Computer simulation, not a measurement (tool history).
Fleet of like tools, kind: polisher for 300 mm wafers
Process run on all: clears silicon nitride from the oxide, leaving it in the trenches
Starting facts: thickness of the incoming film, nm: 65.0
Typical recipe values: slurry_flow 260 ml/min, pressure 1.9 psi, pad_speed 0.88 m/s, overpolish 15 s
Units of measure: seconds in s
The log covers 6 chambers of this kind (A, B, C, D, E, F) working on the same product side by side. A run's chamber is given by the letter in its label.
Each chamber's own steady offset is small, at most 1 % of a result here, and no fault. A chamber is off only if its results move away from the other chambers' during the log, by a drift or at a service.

run    day  slurry_flow  pressure  pad_speed  overpolish  seconds
     0.121  -- chamber D: worn pad replaced by a new one
 1A  0.196          260       1.9       0.88          15   130.55
     0.229  -- chamber F: slurry nozzle cleaned
 2E  0.467          260       1.9       0.88          15   130.47
 3B  0.717          260       1.9       0.88          15   135.96
     1.042  -- chamber B: slurry nozzle cleaned
 4C  1.058          260       1.9       0.88          15   130.74
 5D  1.275          295       2.1       0.88          15   115.34
 6F  1.462          295       2.1       0.88          15   114.29
 7B  1.792          295       2.1       0.88          15   116.53
 8C  2.079          295       2.1       0.88          15   120.13
 9E  2.292          295       2.1       0.88          15   114.30
     2.312  -- chamber C: slurry nozzle cleaned
10D  2.471          295       2.1       0.88          15   118.76
11A  2.683          260       1.9       0.88          23   128.15
     2.721  -- chamber F: worn pad replaced by a new one
     2.854  -- chamber B: worn pad replaced by a new one
12F  2.871          260       1.9       0.88          23   130.16
13F  3.150          260       1.9       0.88          23   129.31
14A  3.483          260       1.9       0.88          23   131.59
     3.504  -- chamber D: worn pad replaced by a new one
15C  3.733          260       1.9       0.88          23   134.56
16B  3.950          260       1.9       0.88          23   129.46
     4.150  -- chamber A: worn pad replaced by a new one
17E  4.204          260       1.9       0.88          15   131.38
18D  4.400          260       1.9       0.88          15   132.00
19E  4.592          260       1.9       0.88          15   131.18
20B  4.942          260       1.9       0.88          15   126.50
21F  5.267          260       1.9       0.88          15   128.42
     5.412  -- chamber F: head pressure recalibrated
22D  5.562          260       1.9       0.88          15   131.01
23C  5.733          260       1.9       0.88          15   135.71
     5.904  -- chamber A: head pressure recalibrated
24A  5.933          260       1.9       0.88          12   130.11
     6.004  -- chamber E: worn pad replaced by a new one
     6.167  -- chamber F: worn pad replaced by a new one
25D  6.204          260       1.9       0.88          12   127.01
26F  6.396          260       1.9       0.88          12   132.03
     6.529  -- chamber B: head pressure recalibrated
27C  6.567          260       1.9       0.88          12   136.44
     6.838  -- chamber B: worn pad replaced by a new one
28B  6.846          260       1.9       0.88          12   133.29
     6.858  -- chamber D: worn pad replaced by a new one
29A  7.046          260       1.9       0.88          12   132.39
30E  7.271          260       1.9       0.88          15   131.05
31A  7.454          260       1.9       0.88          15   127.95
32E  7.612          260       1.9       0.88          15   127.01
33D  7.900          260       1.9       0.88          15   130.37
     8.229  -- chamber F: slurry nozzle cleaned
34C  8.238          260       1.5       0.88          21   177.88
35B  8.404          260       1.5       0.88          21   165.16
36F  8.667          260       1.5       0.88          21   163.85

Is one chamber off against the others, does the gauge drift, or is nothing wrong? If a chamber is off, say which, and what the likeliest cause is.

It is chamber C that slowly wanders off from its peers.
Likeliest cause: removal rate lost through wear of the pad, % = 7.69.
Not necessarily distinguishable in this log from: head's pressure below its setpoint, %.

Here are 4 candidates for chamber C's next run, each the usual settings with a change, their results left as question marks. Which one brings its results back in line with what the others give on the usual settings?
In-line tolerance around the mean of the other chambers on the usual settings: seconds 6.70 s
37C-1  8.921          260       2.1       0.96          15        ?
37C-2  8.921          260       1.8       0.84          15        ?
37C-3  8.921          260       1.7       0.82          15        ?
37C-4  8.921          260       2.0       0.92          15        ?

What the other chambers average on the usual settings: seconds 129.80 s
  run  seconds
37C-1   118.02
37C-2   156.79
37C-3   169.85
37C-4   129.17
With 37C-4, the chamber falls back in line with the rest.

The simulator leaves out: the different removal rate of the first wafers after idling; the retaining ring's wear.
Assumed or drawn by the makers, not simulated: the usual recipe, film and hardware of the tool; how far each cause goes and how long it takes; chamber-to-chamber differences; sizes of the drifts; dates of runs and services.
